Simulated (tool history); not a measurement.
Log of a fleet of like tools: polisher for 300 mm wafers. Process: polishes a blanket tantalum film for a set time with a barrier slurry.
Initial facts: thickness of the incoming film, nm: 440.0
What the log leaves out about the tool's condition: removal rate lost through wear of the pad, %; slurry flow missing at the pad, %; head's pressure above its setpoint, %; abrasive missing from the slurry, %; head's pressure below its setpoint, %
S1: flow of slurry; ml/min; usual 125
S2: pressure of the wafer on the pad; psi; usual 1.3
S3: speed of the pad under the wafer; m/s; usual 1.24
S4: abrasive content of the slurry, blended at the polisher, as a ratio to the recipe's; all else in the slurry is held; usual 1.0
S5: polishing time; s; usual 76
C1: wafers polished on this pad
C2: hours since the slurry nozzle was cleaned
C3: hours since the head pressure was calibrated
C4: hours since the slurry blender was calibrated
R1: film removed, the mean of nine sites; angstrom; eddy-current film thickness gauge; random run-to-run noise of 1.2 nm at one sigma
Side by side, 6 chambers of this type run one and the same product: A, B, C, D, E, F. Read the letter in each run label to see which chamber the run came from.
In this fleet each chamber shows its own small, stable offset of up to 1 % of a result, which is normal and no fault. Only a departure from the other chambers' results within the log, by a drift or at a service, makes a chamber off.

{"day": 0.083, "done": "chamber B: worn pad replaced by a new one"}
{"run": "1E", "day": 0.125, "S1": 125, "S2": 1.3, "S3": 1.24, "S4": 1.0, "S5": 76, "C1": 1130, "C2": 404.8, "C3": 689.5, "C4": 5.7, "R1": 1063.5}
{"day": 0.179, "done": "chamber E: worn pad replaced by a new one"}
{"day": 0.204, "done": "chamber C: slurry nozzle cleaned"}
{"run": "2B", "day": 0.3, "S1": 125, "S2": 1.3, "S3": 1.24, "S4": 1.0, "S5": 76, "C1": 63, "C2": 249.9, "C3": 669.7, "C4": 255.8, "R1": 1009.8}
{"run": "3D", "day": 0.458, "S1": 125, "S2": 1.3, "S3": 1.24, "S4": 1.0, "S5": 76, "C1": 426, "C2": 82.4, "C3": 324.6, "C4": 152.2, "R1": 1008.5}
{"run": "4C", "day": 0.642, "S1": 125, "S2": 1.3, "S3": 1.24, "S4": 1.0, "S5": 76, "C1": 349, "C2": 10.6, "C3": 845.1, "C4": 190.2, "R1": 1019.9}
{"day": 0.683, "done": "chamber B: slurry blender recalibrated"}
{"day": 0.858, "done": "chamber F: worn pad replaced by a new one"}
{"run": "5F", "day": 0.908, "S1": 125, "S2": 1.3, "S3": 1.24, "S4": 1.0, "S5": 76, "C1": 15, "C2": 285.9, "C3": 1418.1, "C4": 24.5, "R1": 1039.6}
{"run": "6A", "day": 1.033, "S1": 125, "S2": 1.3, "S3": 1.24, "S4": 1.0, "S5": 76, "C1": 578, "C2": 346.4, "C3": 75.2, "C4": 163.7, "R1": 1034.7}
{"run": "7F", "day": 1.308, "S1": 125, "S2": 1.3, "S3": 1.24, "S4": 1.0, "S5": 76, "C1": 129, "C2": 295.5, "C3": 1427.7, "C4": 34.1, "R1": 1036.7}
{"day": 1.475, "done": "chamber A: worn pad replaced by a new one"}
{"run": "8C", "day": 1.496, "S1": 125, "S2": 1.3, "S3": 1.24, "S4": 1.0, "S5": 76, "C1": 593, "C2": 31.1, "C3": 865.6, "C4": 210.7, "R1": 1046.1}
{"run": "9B", "day": 1.642, "S1": 125, "S2": 1.3, "S3": 1.24, "S4": 1.0, "S5": 76, "C1": 447, "C2": 282.1, "C3": 701.9, "C4": 23.1, "R1": 1027.5}
{"day": 1.775, "done": "chamber D: worn pad replaced by a new one"}
{"run": "10D", "day": 1.817, "S1": 125, "S2": 1.3, "S3": 1.24, "S4": 1.0, "S5": 76, "C1": 12, "C2": 115.0, "C3": 357.2, "C4": 184.8, "R1": 1033.0}
{"day": 1.929, "done": "chamber A: slurry nozzle cleaned"}
{"run": "11E", "day": 2.012, "S1": 125, "S2": 1.1, "S3": 1.24, "S4": 0.7, "S5": 76, "C1": 526, "C2": 450.1, "C3": 734.8, "C4": 51.0, "R1": 788.41}
{"run": "12A", "day": 2.271, "S1": 125, "S2": 1.1, "S3": 1.24, "S4": 0.7, "S5": 76, "C1": 228, "C2": 8.3, "C3": 104.9, "C4": 193.4, "R1": 756.9}
{"run": "13F", "day": 2.542, "S1": 125, "S2": 1.1, "S3": 1.24, "S4": 0.7, "S5": 76, "C1": 483, "C2": 325.1, "C3": 1457.3, "C4": 63.7, "R1": 771.81}
{"run": "14D", "day": 2.708, "S1": 125, "S2": 1.1, "S3": 1.24, "S4": 0.7, "S5": 76, "C1": 267, "C2": 136.4, "C3": 378.6, "C4": 206.2, "R1": 766.91}
{"run": "15A", "day": 2.925, "S1": 125, "S2": 1.1, "S3": 1.24, "S4": 0.7, "S5": 76, "C1": 416, "C2": 24.0, "C3": 120.6, "C4": 209.1, "R1": 774.25}
{"run": "16B", "day": 3.079, "S1": 125, "S2": 1.1, "S3": 1.24, "S4": 0.7, "S5": 76, "C1": 859, "C2": 316.6, "C3": 736.4, "C4": 57.6, "R1": 787.73}
{"day": 3.104, "done": "chamber C: slurry blender recalibrated"}
{"run": "17C", "day": 3.262, "S1": 125, "S2": 1.3, "S3": 1.24, "S4": 1.0, "S5": 76, "C1": 1100, "C2": 73.5, "C3": 908.0, "C4": 3.8, "R1": 1032.7}
{"run": "18E", "day": 3.408, "S1": 125, "S2": 1.3, "S3": 1.24, "S4": 1.0, "S5": 76, "C1": 926, "C2": 483.6, "C3": 768.3, "C4": 84.5, "R1": 1036.3}
{"run": "19B", "day": 3.608, "S1": 125, "S2": 1.3, "S3": 1.24, "S4": 1.0, "S5": 76, "C1": 1011, "C2": 329.3, "C3": 749.1, "C4": 70.3, "R1": 1011.2}
{"day": 3.638, "done": "chamber A: worn pad replaced by a new one"}
{"run": "20F", "day": 3.775, "S1": 125, "S2": 1.3, "S3": 1.24, "S4": 1.2, "S5": 76, "C1": 836, "C2": 354.7, "C3": 1486.9, "C4": 93.3, "R1": 1068.0}
{"day": 3.954, "done": "chamber E: worn pad replaced by a new one"}
{"run": "21E", "day": 4.038, "S1": 125, "S2": 1.3, "S3": 1.24, "S4": 1.2, "S5": 76, "C1": 24, "C2": 498.7, "C3": 783.4, "C4": 99.6, "R1": 1092.9}
{"run": "22A", "day": 4.2, "S1": 125, "S2": 1.3, "S3": 1.24, "S4": 1.2, "S5": 76, "C1": 161, "C2": 54.6, "C3": 151.2, "C4": 239.7, "R1": 1070.8}
{"run": "23C", "day": 4.338, "S1": 125, "S2": 1.3, "S3": 1.24, "S4": 1.2, "S5": 76, "C1": 1408, "C2": 99.3, "C3": 933.8, "C4": 29.6, "R1": 1048.3}
{"day": 4.371, "done": "chamber F: head pressure recalibrated"}
{"day": 4.442, "done": "chamber F: worn pad replaced by a new one"}
{"run": "24D", "day": 4.575, "S1": 125, "S2": 1.3, "S3": 1.24, "S4": 1.2, "S5": 76, "C1": 802, "C2": 181.2, "C3": 423.4, "C4": 251.0, "R1": 1082.9}
{"day": 4.612, "done": "chamber D: worn pad replaced by a new one"}
{"day": 4.638, "done": "chamber B: worn pad replaced by a new one"}
{"run": "25A", "day": 4.812, "S1": 125, "S2": 1.3, "S3": 1.24, "S4": 1.2, "S5": 76, "C1": 337, "C2": 69.3, "C3": 165.9, "C4": 254.4, "R1": 1081.6}
{"run": "26E", "day": 4.975, "S1": 125, "S2": 1.3, "S3": 1.24, "S4": 1.0, "S5": 76, "C1": 292, "C2": 521.2, "C3": 805.9, "C4": 122.1, "R1": 1042.9}
{"day": 5.083, "done": "chamber F: slurry nozzle cleaned"}
{"run": "27B", "day": 5.25, "S1": 125, "S2": 1.3, "S3": 1.24, "S4": 1.0, "S5": 76, "C1": 176, "C2": 368.7, "C3": 788.5, "C4": 109.7, "R1": 1024.2}
{"day": 5.3, "done": "chamber F: slurry blender recalibrated"}
{"run": "28F", "day": 5.396, "S1": 125, "S2": 1.3, "S3": 1.24, "S4": 1.0, "S5": 76, "C1": 274, "C2": 7.6, "C3": 24.6, "C4": 2.4, "R1": 1036.1}
{"day": 5.612, "done": "chamber A: worn pad replaced by a new one"}
{"run": "29D", "day": 5.671, "S1": 125, "S2": 1.3, "S3": 1.24, "S4": 1.0, "S5": 76, "C1": 304, "C2": 207.5, "C3": 449.7, "C4": 277.3, "R1": 1035.1}
{"run": "30C", "day": 5.938, "S1": 125, "S2": 1.3, "S3": 1.24, "S4": 1.0, "S5": 76, "C1": 1866, "C2": 137.7, "C3": 972.2, "C4": 68.0, "R1": 981.14}
{"run": "31A", "day": 6.183, "S1": 155, "S2": 1.3, "S3": 1.24, "S4": 1.0, "S5": 76, "C1": 164, "C2": 102.2, "C3": 198.8, "C4": 287.3, "R1": 1049.9}
{"run": "32D", "day": 6.425, "S1": 155, "S2": 1.3, "S3": 1.24, "S4": 1.0, "S5": 76, "C1": 520, "C2": 225.6, "C3": 467.8, "C4": 295.4, "R1": 1081.2}
{"run": "33B", "day": 6.65, "S1": 155, "S2": 1.3, "S3": 1.24, "S4": 1.0, "S5": 76, "C1": 577, "C2": 402.3, "C3": 822.1, "C4": 143.3, "R1": 1068.1}
{"run": "34F", "day": 6.771, "S1": 155, "S2": 1.3, "S3": 1.24, "S4": 1.0, "S5": 76, "C1": 668, "C2": 40.6, "C3": 57.6, "C4": 35.4, "R1": 1066.2}
{"run": "35E", "day": 6.954, "S1": 155, "S2": 1.3, "S3": 1.24, "S4": 1.0, "S5": 76, "C1": 860, "C2": 568.7, "C3": 853.4, "C4": 169.6, "R1": 1080.0}
{"run": "36C", "day": 7.154, "S1": 155, "S2": 1.3, "S3": 1.24, "S4": 1.0, "S5": 76, "C1": 2215, "C2": 166.9, "C3": 1001.4, "C4": 97.2, "R1": 989.79}
{"day": 7.183, "done": "chamber D: worn pad replaced by a new one"}
{"run": "37F", "day": 7.333, "S1": 125, "S2": 1.3, "S3": 1.24, "S4": 1.0, "S5": 76, "C1": 829, "C2": 54.1, "C3": 71.1, "C4": 48.9, "R1": 1019.7}
{"day": 7.45, "done": "chamber D: slurry blender recalibrated"}
{"run": "38A", "day": 7.562, "S1": 125, "S2": 1.3, "S3": 1.24, "S4": 1.0, "S5": 76, "C1": 559, "C2": 135.3, "C3": 231.9, "C4": 320.4, "R1": 1000.3}
{"run": "39B", "day": 7.767, "S1": 125, "S2": 1.3, "S3": 1.24, "S4": 1.0, "S5": 76, "C1": 897, "C2": 429.1, "C3": 848.9, "C4": 170.1, "R1": 1004.6}
{"run": "40D", "day": 7.954, "S1": 125, "S2": 1.7, "S3": 1.66, "S4": 1.0, "S5": 76, "C1": 221, "C2": 262.3, "C3": 504.5, "C4": 12.1, "R1": 1808.3}
{"day": 7.975, "done": "chamber E: worn pad replaced by a new one"}
{"run": "41C", "day": 8.075, "S1": 125, "S2": 1.7, "S3": 1.66, "S4": 1.0, "S5": 76, "C1": 2479, "C2": 189.0, "C3": 1023.5, "C4": 119.3, "R1": 1669.6}
{"run": "42E", "day": 8.262, "S1": 125, "S2": 1.7, "S3": 1.66, "S4": 1.0, "S5": 76, "C1": 82, "C2": 600.1, "C3": 884.8, "C4": 201.0, "R1": 1826.3}
{"run": "43E", "day": 8.475, "S1": 125, "S2": 1.7, "S3": 1.66, "S4": 1.0, "S5": 76, "C1": 143, "C2": 605.2, "C3": 889.9, "C4": 206.1, "R1": 1835.8}
{"run": "44D", "day": 8.712, "S1": 125, "S2": 1.7, "S3": 1.66, "S4": 1.0, "S5": 76, "C1": 438, "C2": 280.5, "C3": 522.7, "C4": 30.3, "R1": 1764.5}

The same settings go to every chamber for the next run, one line per chamber below. Forecast the results for each:
{"run": "45A", "day": 8.912, "S1": 125, "S2": 1.3, "S3": 1.02, "S4": 1.0, "S5": 76, "R1": "?"}
{"run": "45B", "day": 8.912, "S1": 125, "S2": 1.3, "S3": 1.02, "S4": 1.0, "S5": 76, "R1": "?"}
{"run": "45C", "day": 8.912, "S1": 125, "S2": 1.3, "S3": 1.02, "S4": 1.0, "S5": 76, "R1": "?"}
{"run": "45D", "day": 8.912, "S1": 125, "S2": 1.3, "S3": 1.02, "S4": 1.0, "S5": 76, "R1": "?"}
{"run": "45E", "day": 8.912, "S1": 125, "S2": 1.3, "S3": 1.02, "S4": 1.0, "S5": 76, "R1": "?"}
{"run": "45F", "day": 8.912, "S1": 125, "S2": 1.3, "S3": 1.02, "S4": 1.0, "S5": 76, "R1": "?"}

run=45A R1=839.44
run=45B R1=831.50
run=45C R1=762.99
run=45D R1=861.81
run=45E R1=843.18
run=45F R1=849.78
